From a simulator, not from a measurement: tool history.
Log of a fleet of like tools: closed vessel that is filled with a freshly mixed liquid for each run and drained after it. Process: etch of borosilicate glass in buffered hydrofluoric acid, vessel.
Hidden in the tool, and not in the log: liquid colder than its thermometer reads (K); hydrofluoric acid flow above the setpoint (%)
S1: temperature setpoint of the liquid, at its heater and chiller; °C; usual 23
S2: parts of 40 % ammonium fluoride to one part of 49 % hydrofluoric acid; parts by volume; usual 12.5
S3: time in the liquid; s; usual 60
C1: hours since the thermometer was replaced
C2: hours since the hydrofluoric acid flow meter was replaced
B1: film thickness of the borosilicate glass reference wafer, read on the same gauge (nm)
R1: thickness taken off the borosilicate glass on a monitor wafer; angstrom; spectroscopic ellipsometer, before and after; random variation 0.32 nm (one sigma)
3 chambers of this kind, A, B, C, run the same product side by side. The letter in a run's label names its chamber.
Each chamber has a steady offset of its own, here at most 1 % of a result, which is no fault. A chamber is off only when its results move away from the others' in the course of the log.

| run | hour | S1 | S2 | S3 | C1 | C2 | B1 | R1 |
|---|---|---|---|---|---|---|---|---|
| 1C | 3.3 | 23 | 12.5 | 60 | 504.7 | 400.4 | 80.023 | 564.96 |
| 2B | 5.3 | 23 | 12.5 | 60 | 362.4 | 448.6 | 79.982 | 575.44 |
| 3A | 9.4 | 23 | 12.5 | 60 | 1999.1 | 708.5 | 79.964 | 564.06 |
| 4C | 12.5 | 23 | 12.5 | 60 | 513.9 | 409.6 | 79.982 | 571.91 |
| 5B | 14.5 | 23 | 12.5 | 60 | 371.6 | 457.8 | 80.021 | 574.64 |
| 6A | 17.6 | 23 | 12.5 | 60 | 2007.3 | 716.7 | 79.981 | 569.66 |
| 7A | 21.1 | 23 | 12.5 | 60 | 2010.8 | 720.2 | 79.961 | 568.26 |
| 8B | 24 | 23 | 12.5 | 60 | 381.1 | 467.3 | 79.992 | 573.75 |
| 9C | 27.4 | 23 | 16 | 80 | 528.8 | 424.5 | 79.992 | 594.01 |
| 10C | 29.4 | 23 | 16 | 80 | 530.8 | 426.5 | 80.004 | 597.03 |
| 11B | 33 | 23 | 16 | 80 | 390.1 | 476.3 | 80.034 | 595.17 |
| 12A | 36.8 | 23 | 12.5 | 60 | 2026.5 | 735.9 | 79.989 | 568.53 |
| 13A | 39.5 | 23 | 12.5 | 60 | 2029.2 | 738.6 | 79.976 | 565.82 |
| 14C | 41.5 | 23 | 12.5 | 60 | 542.9 | 438.6 | 80.018 | 563.11 |
| 15B | 44.7 | 23 | 12.5 | 60 | 401.8 | 488 | 80.005 | 574.72 |
| 16C | 47.5 | 23 | 12.5 | 75 | 548.9 | 444.6 | 80.022 | 714.29 |
| 17B | 50.8 | 23 | 12.5 | 75 | 407.9 | 494.1 | 79.947 | 727.37 |
| 18A | 52.8 | 23 | 12.5 | 75 | 2042.5 | 751.9 | 80.004 | 709.11 |
| 19B | 55 | 23 | 12.5 | 60 | 412.1 | 498.3 | 79.988 | 589.54 |
| 20C | 57 | 23 | 12.5 | 60 | 558.4 | 454.1 | 79.991 | 572.24 |
| 21A | 59.4 | 23 | 12.5 | 60 | 2049.1 | 758.5 | 79.977 | 563.52 |
| 22C | 61.7 | 23 | 12.5 | 60 | 563.1 | 458.8 | 79.977 | 564.59 |
| 23B | 64.6 | 23 | 12.5 | 60 | 421.7 | 507.9 | 79.944 | 593.47 |
| 24A | 68.6 | 23 | 17 | 60 | 2058.3 | 767.7 | 79.992 | 420.23 |
| 25C | 71.6 | 23 | 17 | 60 | 573 | 468.7 | 80.011 | 419.72 |
| 26B | 74.3 | 23 | 17 | 60 | 431.4 | 517.6 | 79.971 | 440.57 |
| 27A | 76.8 | 23 | 12.5 | 60 | 2066.5 | 775.9 | 80.05 | 567.07 |
| 28B | 79.2 | 23 | 12.5 | 60 | 436.3 | 522.5 | 79.965 | 601.59 |
| 29C | 82.9 | 23 | 12.5 | 60 | 584.3 | 480 | 80.002 | 564.09 |
| 30A | 85.7 | 23 | 14.5 | 90 | 2075.4 | 784.8 | 80.022 | 736.07 |

Is one chamber off against the others, does the gauge drift, or is nothing wrong? If a chamber is off, say which, and what the likeliest cause is.

Chamber B drifts away from the others.
Cause: hydrofluoric acid flow above the setpoint (%) = 7.07.
The log may not tell that from: liquid hotter than its thermometer reads (K).

Here are 4 candidates for chamber B's next run, each the usual settings with a change, their results left as question marks. Which one brings its results back in line with what the others give on the usual settings?
In line means no further than this from the other chambers' mean on the usual settings: R1 11 angstrom
| 31B-1 | 88.8 | 22.5 | 12.5 | 60 |  |  |  | ? |
| 31B-2 | 88.8 | 23 | 11.5 | 60 |  |  |  | ? |
| 31B-3 | 88.8 | 21.5 | 12.5 | 60 |  |  |  | ? |
| 31B-4 | 88.8 | 23.5 | 12.5 | 60 |  |  |  | ? |

The other chambers' mean on the usual settings: R1 567.58 angstrom
| run | R1 |
|---|---|
| 31B-1 | 596.48 |
| 31B-2 | 664.89 |
| 31B-3 | 565.33 |
| 31B-4 | 629.16 |
31B-3 brings the chamber back in line.
